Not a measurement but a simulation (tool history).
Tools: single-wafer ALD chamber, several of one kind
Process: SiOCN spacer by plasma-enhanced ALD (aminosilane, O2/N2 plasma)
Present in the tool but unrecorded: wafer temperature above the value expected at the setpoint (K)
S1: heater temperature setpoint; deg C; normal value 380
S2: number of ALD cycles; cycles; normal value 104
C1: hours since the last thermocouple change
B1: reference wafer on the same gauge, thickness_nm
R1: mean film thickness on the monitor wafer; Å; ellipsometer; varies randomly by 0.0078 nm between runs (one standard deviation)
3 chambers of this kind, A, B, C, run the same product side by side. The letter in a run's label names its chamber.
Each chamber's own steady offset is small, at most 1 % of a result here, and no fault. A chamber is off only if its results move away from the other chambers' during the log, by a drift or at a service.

{"run": "1B", "hour": 6.2, "S1": 380, "S2": 104, "C1": 1369.9, "B1": 6.5199, "R1": 62.376}
{"run": "2C", "hour": 13.5, "S1": 380, "S2": 104, "C1": 55.7, "B1": 6.5178, "R1": 62.66}
{"run": "3A", "hour": 21.9, "S1": 380, "S2": 104, "C1": 84.6, "B1": 6.5186, "R1": 62.339}
{"run": "4B", "hour": 30.0, "S1": 380, "S2": 104, "C1": 1393.7, "B1": 6.5151, "R1": 62.222}
{"run": "5C", "hour": 40.3, "S1": 380, "S2": 104, "C1": 82.5, "B1": 6.5168, "R1": 62.724}
{"run": "6A", "hour": 51.6, "S1": 380, "S2": 104, "C1": 114.3, "B1": 6.515, "R1": 62.39}
{"run": "7C", "hour": 59.9, "S1": 380, "S2": 104, "C1": 102.1, "B1": 6.5143, "R1": 62.654}
{"run": "8A", "hour": 69.7, "S1": 380, "S2": 104, "C1": 132.4, "B1": 6.5137, "R1": 62.215}
{"run": "9B", "hour": 79.2, "S1": 380, "S2": 104, "C1": 1442.9, "B1": 6.5148, "R1": 62.425}
{"run": "10A", "hour": 88.5, "S1": 380, "S2": 104, "C1": 151.2, "B1": 6.5117, "R1": 62.365}
{"run": "11B", "hour": 98.1, "S1": 380, "S2": 104, "C1": 1461.8, "B1": 6.5135, "R1": 62.339}
{"run": "12C", "hour": 109.8, "S1": 380, "S2": 104, "C1": 152, "B1": 6.5115, "R1": 62.711}
{"run": "13B", "hour": 118.4, "S1": 380, "S2": 104, "C1": 1482.1, "B1": 6.5111, "R1": 62.344}
{"run": "14A", "hour": 130.1, "S1": 380, "S2": 104, "C1": 192.8, "B1": 6.5108, "R1": 62.287}
{"run": "15C", "hour": 136.1, "S1": 380, "S2": 104, "C1": 178.3, "B1": 6.5076, "R1": 62.782}
{"run": "16C", "hour": 142.9, "S1": 380, "S2": 104, "C1": 185.1, "B1": 6.5091, "R1": 62.696}
{"run": "17A", "hour": 152.8, "S1": 380, "S2": 104, "C1": 215.5, "B1": 6.5084, "R1": 62.073}
{"run": "18B", "hour": 162.1, "S1": 380, "S2": 104, "C1": 1525.8, "B1": 6.5049, "R1": 62.3}
{"run": "19C", "hour": 171.3, "S1": 380, "S2": 104, "C1": 213.5, "B1": 6.5067, "R1": 62.701}
{"run": "20B", "hour": 179.7, "S1": 380, "S2": 104, "C1": 1543.4, "B1": 6.5056, "R1": 62.248}
{"run": "21A", "hour": 189.8, "S1": 380, "S2": 104, "C1": 252.5, "B1": 6.5051, "R1": 62.212}
{"run": "22B", "hour": 196.6, "S1": 380, "S2": 104, "C1": 1560.3, "B1": 6.5031, "R1": 62.17}
{"run": "23A", "hour": 206.7, "S1": 380, "S2": 104, "C1": 269.4, "B1": 6.503, "R1": 62.304}
{"run": "24C", "hour": 214.2, "S1": 380, "S2": 104, "C1": 256.4, "B1": 6.503, "R1": 62.574}
{"run": "25B", "hour": 220.7, "S1": 380, "S2": 104, "C1": 1584.4, "B1": 6.5027, "R1": 62.14}
{"run": "26A", "hour": 231.3, "S1": 380, "S2": 104, "C1": 294, "B1": 6.5023, "R1": 62.028}
{"run": "27C", "hour": 239.2, "S1": 380, "S2": 104, "C1": 281.4, "B1": 6.502, "R1": 62.652}
{"run": "28C", "hour": 250.9, "S1": 380, "S2": 104, "C1": 293.1, "B1": 6.4981, "R1": 62.667}
{"run": "29A", "hour": 256.1, "S1": 380, "S2": 111, "C1": 318.8, "B1": 6.5007, "R1": 66.267}
{"run": "30B", "hour": 267.0, "S1": 380, "S2": 111, "C1": 1630.7, "B1": 6.4964, "R1": 66.457}
{"run": "31C", "hour": 276.9, "S1": 380, "S2": 111, "C1": 319.1, "B1": 6.4952, "R1": 66.702}
{"run": "32B", "hour": 284.2, "S1": 380, "S2": 104, "C1": 1647.9, "B1": 6.4992, "R1": 62.211}
{"run": "33A", "hour": 295.5, "S1": 388, "S2": 111, "C1": 358.2, "B1": 6.4983, "R1": 66.265}
{"run": "34C", "hour": 305.5, "S1": 388, "S2": 111, "C1": 347.7, "B1": 6.4932, "R1": 66.794}
{"run": "35B", "hour": 315.1, "S1": 388, "S2": 111, "C1": 1678.8, "B1": 6.4946, "R1": 66.382}
{"run": "36A", "hour": 326.3, "S1": 380, "S2": 104, "C1": 389, "B1": 6.494, "R1": 61.937}
{"run": "37C", "hour": 337.9, "S1": 380, "S2": 104, "C1": 380.1, "B1": 6.4916, "R1": 62.458}
{"run": "38B", "hour": 348.7, "S1": 380, "S2": 104, "C1": 1712.4, "B1": 6.4912, "R1": 61.958}
{"run": "39A", "hour": 359.5, "S1": 380, "S2": 104, "C1": 422.2, "B1": 6.4925, "R1": 61.967}
{"run": "40B", "hour": 367.8, "S1": 387, "S2": 111, "C1": 1731.5, "B1": 6.4907, "R1": 66.297}
{"run": "41C", "hour": 375.1, "S1": 387, "S2": 111, "C1": 417.3, "B1": 6.4898, "R1": 66.729}
{"run": "42A", "hour": 380.4, "S1": 387, "S2": 111, "C1": 443.1, "B1": 6.4892, "R1": 66.217}
{"run": "43A", "hour": 386.9, "S1": 380, "S2": 104, "C1": 449.6, "B1": 6.4882, "R1": 61.981}
{"run": "44B", "hour": 398.4, "S1": 380, "S2": 104, "C1": 1762.1, "B1": 6.4859, "R1": 62.02}

Decide between three cases: one chamber stands off from its peers, the gauge reading all wafers drifts, or nothing is wrong past each chamber's small offset. Where a chamber is off, say which and what most likely put it there.

None of the chambers is off. What moves is the gauge, dragging all their readings along together.
Likeliest cause: gauge reads low (%) = 0.51.

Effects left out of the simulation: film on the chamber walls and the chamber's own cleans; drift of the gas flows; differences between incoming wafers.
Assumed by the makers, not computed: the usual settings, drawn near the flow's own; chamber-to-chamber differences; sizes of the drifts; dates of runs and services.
